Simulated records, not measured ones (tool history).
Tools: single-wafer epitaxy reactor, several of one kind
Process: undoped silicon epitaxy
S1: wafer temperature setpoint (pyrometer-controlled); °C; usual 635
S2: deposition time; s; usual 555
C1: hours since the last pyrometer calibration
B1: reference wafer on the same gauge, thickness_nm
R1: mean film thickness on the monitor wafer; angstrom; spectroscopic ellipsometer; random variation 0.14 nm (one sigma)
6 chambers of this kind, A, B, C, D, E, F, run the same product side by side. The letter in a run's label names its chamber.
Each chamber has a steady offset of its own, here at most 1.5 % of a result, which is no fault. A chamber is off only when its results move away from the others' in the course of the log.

run 1A hour=9.4 | S1=635 S2=555 | C1=2126.8 | B1=67.9 | R1=669.29
run 2B hour=15.2 | S1=635 S2=555 | C1=1132.1 | B1=67.904 | R1=667.6
run 3D hour=24.4 | S1=635 S2=555 | C1=504.1 | B1=67.898 | R1=666.3
run 4F hour=30.8 | S1=635 S2=555 | C1=1368 | B1=67.921 | R1=674.14
run 5E hour=38.8 | S1=635 S2=555 | C1=772.8 | B1=67.911 | R1=660.18
run 6C hour=44.6 | S1=635 S2=555 | C1=1981.6 | B1=67.937 | R1=661.43
run 7D hour=49 | S1=635 S2=555 | C1=528.7 | B1=67.926 | R1=666.02
run 8C hour=58.2 | S1=635 S2=555 | C1=1995.2 | B1=67.904 | R1=662.84
run 9A hour=65.1 | S1=635 S2=555 | C1=2182.5 | B1=67.932 | R1=669.59
run 10B hour=75.1 | S1=635 S2=555 | C1=1192 | B1=67.851 | R1=669.11
run 11E hour=83.5 | S1=635 S2=555 | C1=817.5 | B1=67.87 | R1=661.58
run 12F hour=93.7 | S1=635 S2=593 | C1=1430.9 | B1=67.894 | R1=717.96
run 13C hour=99.9 | S1=635 S2=593 | C1=2036.9 | B1=67.95 | R1=710.08
run 14E hour=108.9 | S1=635 S2=593 | C1=842.9 | B1=67.885 | R1=702.19
run 15D hour=119.1 | S1=635 S2=593 | C1=598.8 | B1=67.913 | R1=714.85
run 16B hour=128.8 | S1=635 S2=593 | C1=1245.7 | B1=67.913 | R1=710.83
run 17A hour=135.5 | S1=635 S2=593 | C1=2252.9 | B1=67.896 | R1=716.45
run 18F hour=142.5 | S1=635 S2=645 | C1=1479.7 | B1=67.901 | R1=782.28
run 19A hour=147.9 | S1=635 S2=645 | C1=2265.3 | B1=67.873 | R1=779.56
run 20D hour=152.5 | S1=635 S2=645 | C1=632.2 | B1=67.89 | R1=775.94
run 21E hour=157.3 | S1=635 S2=645 | C1=891.3 | B1=67.897 | R1=766.2
run 22B hour=163.3 | S1=635 S2=645 | C1=1280.2 | B1=67.904 | R1=773.83
run 23F hour=169.9 | S1=635 S2=645 | C1=1507.1 | B1=67.902 | R1=781.13
run 24C hour=174.6 | S1=635 S2=555 | C1=2111.6 | B1=67.905 | R1=664.52
run 25B hour=180.5 | S1=635 S2=555 | C1=1297.4 | B1=67.876 | R1=665.6
run 26D hour=188.5 | S1=635 S2=555 | C1=668.2 | B1=67.899 | R1=666.17
run 27F hour=198.5 | S1=635 S2=555 | C1=1535.7 | B1=67.929 | R1=675.23
run 28C hour=206 | S1=635 S2=555 | C1=2143 | B1=67.867 | R1=661.69
run 29E hour=216.3 | S1=635 S2=555 | C1=950.3 | B1=67.904 | R1=659.3
run 30A hour=225.9 | S1=635 S2=555 | C1=2343.3 | B1=67.915 | R1=669.61
run 31F hour=234.8 | S1=635 S2=555 | C1=1572 | B1=67.962 | R1=671.03
run 32D hour=243.5 | S1=635 S2=555 | C1=723.2 | B1=67.88 | R1=667.27
run 33B hour=249 | S1=635 S2=555 | C1=1365.9 | B1=67.893 | R1=667.74
run 34C hour=256.6 | S1=635 S2=555 | C1=2193.6 | B1=67.925 | R1=665.4
run 35A hour=263.4 | S1=635 S2=555 | C1=2380.8 | B1=67.906 | R1=667.63
run 36E hour=272.7 | S1=635 S2=555 | C1=1006.7 | B1=67.864 | R1=658.4
run 37D hour=282.6 | S1=635 S2=555 | C1=762.3 | B1=67.887 | R1=664.9
run 38A hour=287.7 | S1=635 S2=555 | C1=2405.1 | B1=67.858 | R1=667.32

What goes on in this fleet: one chamber off, a drifting gauge, or nothing beyond the chambers' own small offsets? Name the chamber and the cause, if any.

No chamber stands off beyond its own small offset, and the gauge holds steady.
